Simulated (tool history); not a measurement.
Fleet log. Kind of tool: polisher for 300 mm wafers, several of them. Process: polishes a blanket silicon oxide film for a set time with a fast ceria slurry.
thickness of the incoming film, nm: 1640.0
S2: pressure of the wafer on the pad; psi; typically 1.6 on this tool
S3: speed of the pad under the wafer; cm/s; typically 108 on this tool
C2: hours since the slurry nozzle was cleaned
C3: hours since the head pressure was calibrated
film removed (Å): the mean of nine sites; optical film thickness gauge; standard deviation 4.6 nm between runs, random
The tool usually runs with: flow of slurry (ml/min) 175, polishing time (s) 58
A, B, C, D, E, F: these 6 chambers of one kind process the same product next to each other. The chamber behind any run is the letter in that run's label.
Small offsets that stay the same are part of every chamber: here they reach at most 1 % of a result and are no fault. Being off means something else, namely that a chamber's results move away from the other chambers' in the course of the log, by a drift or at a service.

run 1A hour=4.5 | flow_of_slurry_(ml/min)=175 S2=1.6 S3=108 polishing_time_(s)=58 | wafers_polished_on_this_pad=423 C2=187.5 C3=60.5 | film_removed_(Å)=4865.3
run 2E hour=12.5 | flow_of_slurry_(ml/min)=175 S2=1.6 S3=108 polishing_time_(s)=58 | wafers_polished_on_this_pad=250 C2=317.1 C3=745.6 | film_removed_(Å)=4995.7
run 3C hour=17.7 | flow_of_slurry_(ml/min)=175 S2=1.6 S3=108 polishing_time_(s)=58 | wafers_polished_on_this_pad=503 C2=303.6 C3=398 | film_removed_(Å)=4973.8
-- hour=20.3 chamber F: slurry nozzle cleaned
-- hour=24.3 chamber A: worn pad replaced by a new one
run 4B hour=24.3 | flow_of_slurry_(ml/min)=175 S2=1.6 S3=108 polishing_time_(s)=58 | wafers_polished_on_this_pad=876 C2=302.2 C3=424 | film_removed_(Å)=4928.8
-- hour=25.3 chamber D: worn pad replaced by a new one
-- hour=30.4 chamber B: worn pad replaced by a new one
run 5D hour=31.1 | flow_of_slurry_(ml/min)=175 S2=1.6 S3=86 polishing_time_(s)=70 | wafers_polished_on_this_pad=58 C2=208.6 C3=546.2 | film_removed_(Å)=4743.2
-- hour=33.2 chamber B: slurry nozzle cleaned
-- hour=37.1 chamber F: worn pad replaced by a new one
run 6F hour=40.2 | flow_of_slurry_(ml/min)=175 S2=1.6 S3=86 polishing_time_(s)=70 | wafers_polished_on_this_pad=31 C2=20 C3=432.8 | film_removed_(Å)=4727.4
run 7F hour=47.2 | flow_of_slurry_(ml/min)=175 S2=1.6 S3=86 polishing_time_(s)=70 | wafers_polished_on_this_pad=100 C2=27 C3=439.8 | film_removed_(Å)=4728.8
run 8D hour=53.9 | flow_of_slurry_(ml/min)=175 S2=1.6 S3=86 polishing_time_(s)=70 | wafers_polished_on_this_pad=283 C2=231.4 C3=569 | film_removed_(Å)=4730
run 9E hour=60.1 | flow_of_slurry_(ml/min)=175 S2=1.6 S3=86 polishing_time_(s)=70 | wafers_polished_on_this_pad=720 C2=364.7 C3=793.2 | film_removed_(Å)=4732.7
-- hour=63.9 chamber D: slurry nozzle cleaned
run 10C hour=67.8 | flow_of_slurry_(ml/min)=175 S2=1.6 S3=86 polishing_time_(s)=70 | wafers_polished_on_this_pad=997 C2=353.7 C3=448.1 | film_removed_(Å)=4800.3
run 11A hour=74.4 | flow_of_slurry_(ml/min)=175 S2=1.6 S3=108 polishing_time_(s)=58 | wafers_polished_on_this_pad=494 C2=257.4 C3=130.4 | film_removed_(Å)=4950.3
-- hour=79.8 chamber C: worn pad replaced by a new one
run 12B hour=79.9 | flow_of_slurry_(ml/min)=175 S2=1.6 S3=108 polishing_time_(s)=58 | wafers_polished_on_this_pad=489 C2=46.8 C3=479.6 | film_removed_(Å)=4811.2
-- hour=85.8 chamber C: head pressure recalibrated
run 13D hour=89.8 | flow_of_slurry_(ml/min)=175 S2=1.6 S3=108 polishing_time_(s)=58 | wafers_polished_on_this_pad=637 C2=25.9 C3=604.9 | film_removed_(Å)=4958.7
-- hour=94.5 chamber A: worn pad replaced by a new one
run 14F hour=98.3 | flow_of_slurry_(ml/min)=175 S2=1.6 S3=108 polishing_time_(s)=58 | wafers_polished_on_this_pad=604 C2=78.1 C3=490.9 | film_removed_(Å)=4971
-- hour=104.1 chamber E: worn pad replaced by a new one
run 15A hour=107.8 | flow_of_slurry_(ml/min)=175 S2=1.6 S3=108 polishing_time_(s)=58 | wafers_polished_on_this_pad=131 C2=290.8 C3=163.8 | film_removed_(Å)=4985.4
run 16B hour=113.3 | flow_of_slurry_(ml/min)=175 S2=1.6 S3=108 polishing_time_(s)=58 | wafers_polished_on_this_pad=818 C2=80.2 C3=513 | film_removed_(Å)=4945.7
-- hour=118.7 chamber D: worn pad replaced by a new one
run 17C hour=118.9 | flow_of_slurry_(ml/min)=175 S2=1.6 S3=108 polishing_time_(s)=58 | wafers_polished_on_this_pad=386 C2=404.8 C3=33.2 | film_removed_(Å)=4929.4
run 18E hour=126.8 | flow_of_slurry_(ml/min)=175 S2=1.6 S3=140 polishing_time_(s)=50 | wafers_polished_on_this_pad=224 C2=431.4 C3=859.9 | film_removed_(Å)=5384
run 19D hour=132.9 | flow_of_slurry_(ml/min)=175 S2=1.6 S3=140 polishing_time_(s)=50 | wafers_polished_on_this_pad=140 C2=69 C3=648 | film_removed_(Å)=5689.4
-- hour=139.4 chamber B: worn pad replaced by a new one
run 20B hour=142.2 | flow_of_slurry_(ml/min)=175 S2=1.6 S3=140 polishing_time_(s)=50 | wafers_polished_on_this_pad=28 C2=109.1 C3=541.9 | film_removed_(Å)=5487.5
-- hour=145.8 chamber F: worn pad replaced by a new one
run 21F hour=151.2 | flow_of_slurry_(ml/min)=175 S2=1.6 S3=140 polishing_time_(s)=50 | wafers_polished_on_this_pad=53 C2=131 C3=543.8 | film_removed_(Å)=5522.7
run 22E hour=156.2 | flow_of_slurry_(ml/min)=175 S2=1.6 S3=140 polishing_time_(s)=50 | wafers_polished_on_this_pad=514 C2=460.8 C3=889.3 | film_removed_(Å)=5404.5
run 23C hour=165 | flow_of_slurry_(ml/min)=175 S2=1.6 S3=140 polishing_time_(s)=50 | wafers_polished_on_this_pad=840 C2=450.9 C3=79.3 | film_removed_(Å)=5454.1
-- hour=168.4 chamber A: worn pad replaced by a new one
run 24A hour=173.5 | flow_of_slurry_(ml/min)=175 S2=1.6 S3=108 polishing_time_(s)=58 | wafers_polished_on_this_pad=51 C2=356.5 C3=229.5 | film_removed_(Å)=4993.1
run 25C hour=183.8 | flow_of_slurry_(ml/min)=175 S2=1.3 S3=126 polishing_time_(s)=58 | wafers_polished_on_this_pad=1026 C2=469.7 C3=98.1 | film_removed_(Å)=4703.6
run 26B hour=192.4 | flow_of_slurry_(ml/min)=175 S2=1.3 S3=126 polishing_time_(s)=58 | wafers_polished_on_this_pad=523 C2=159.3 C3=592.1 | film_removed_(Å)=4718.2
-- hour=195.2 chamber C: worn pad replaced by a new one
run 27A hour=200.7 | flow_of_slurry_(ml/min)=175 S2=1.3 S3=126 polishing_time_(s)=58 | wafers_polished_on_this_pad=319 C2=383.7 C3=256.7 | film_removed_(Å)=4763.4
run 28E hour=208 | flow_of_slurry_(ml/min)=175 S2=1.3 S3=126 polishing_time_(s)=58 | wafers_polished_on_this_pad=1025 C2=512.6 C3=941.1 | film_removed_(Å)=4676.1
run 29F hour=216.3 | flow_of_slurry_(ml/min)=175 S2=1.3 S3=126 polishing_time_(s)=58 | wafers_polished_on_this_pad=695 C2=196.1 C3=608.9 | film_removed_(Å)=4668.1
-- hour=223.6 chamber D: worn pad replaced by a new one
run 30D hour=226.6 | flow_of_slurry_(ml/min)=175 S2=1.3 S3=126 polishing_time_(s)=58 | wafers_polished_on_this_pad=29 C2=162.7 C3=741.7 | film_removed_(Å)=4883.8
-- hour=232.7 chamber E: worn pad replaced by a new one
-- hour=234.4 chamber C: slurry nozzle cleaned
run 31D hour=236.5 | flow_of_slurry_(ml/min)=175 S2=1.6 S3=108 polishing_time_(s)=58 | wafers_polished_on_this_pad=127 C2=172.6 C3=751.6 | film_removed_(Å)=5124.1
run 32F hour=241.2 | flow_of_slurry_(ml/min)=175 S2=1.6 S3=108 polishing_time_(s)=58 | wafers_polished_on_this_pad=941 C2=221 C3=633.8 | film_removed_(Å)=4913.2
-- hour=241.5 chamber A: worn pad replaced by a new one
-- hour=242.2 chamber B: worn pad replaced by a new one
run 33E hour=249.2 | flow_of_slurry_(ml/min)=175 S2=1.6 S3=108 polishing_time_(s)=58 | wafers_polished_on_this_pad=163 C2=553.8 C3=982.3 | film_removed_(Å)=5002
run 34A hour=255.4 | flow_of_slurry_(ml/min)=175 S2=1.6 S3=108 polishing_time_(s)=58 | wafers_polished_on_this_pad=137 C2=438.4 C3=311.4 | film_removed_(Å)=4950.5
run 35C hour=261.2 | flow_of_slurry_(ml/min)=120 S2=1.6 S3=108 polishing_time_(s)=42 | wafers_polished_on_this_pad=652 C2=26.8 C3=175.5 | film_removed_(Å)=3339
run 36B hour=271.2 | flow_of_slurry_(ml/min)=120 S2=1.6 S3=108 polishing_time_(s)=42 | wafers_polished_on_this_pad=286 C2=238.1 C3=670.9 | film_removed_(Å)=3382.3
run 37C hour=276 | flow_of_slurry_(ml/min)=120 S2=1.6 S3=108 polishing_time_(s)=42 | wafers_polished_on_this_pad=798 C2=41.6 C3=190.3 | film_removed_(Å)=3354.3
-- hour=279.2 chamber D: slurry nozzle cleaned
run 38D hour=284.2 | flow_of_slurry_(ml/min)=120 S2=1.6 S3=108 polishing_time_(s)=42 | wafers_polished_on_this_pad=598 C2=5 C3=799.3 | film_removed_(Å)=3464.1

Each of the 6 chambers runs these same settings next. Fill in every chamber's results:
run 39A hour=291.6 | flow_of_slurry_(ml/min)=175 S2=1.6 S3=108 polishing_time_(s)=58 | film_removed_(Å)=?
run 39B hour=291.6 | flow_of_slurry_(ml/min)=175 S2=1.6 S3=108 polishing_time_(s)=58 | film_removed_(Å)=?
run 39C hour=291.6 | flow_of_slurry_(ml/min)=175 S2=1.6 S3=108 polishing_time_(s)=58 | film_removed_(Å)=?
run 39D hour=291.6 | flow_of_slurry_(ml/min)=175 S2=1.6 S3=108 polishing_time_(s)=58 | film_removed_(Å)=?
run 39E hour=291.6 | flow_of_slurry_(ml/min)=175 S2=1.6 S3=108 polishing_time_(s)=58 | film_removed_(Å)=?
run 39F hour=291.6 | flow_of_slurry_(ml/min)=175 S2=1.6 S3=108 polishing_time_(s)=58 | film_removed_(Å)=?

run=39A film_removed_(Å)=4919.9
run=39B film_removed_(Å)=4922
run=39C film_removed_(Å)=5006.8
run=39D film_removed_(Å)=5197.6
run=39E film_removed_(Å)=4927.3
run=39F film_removed_(Å)=4954.5
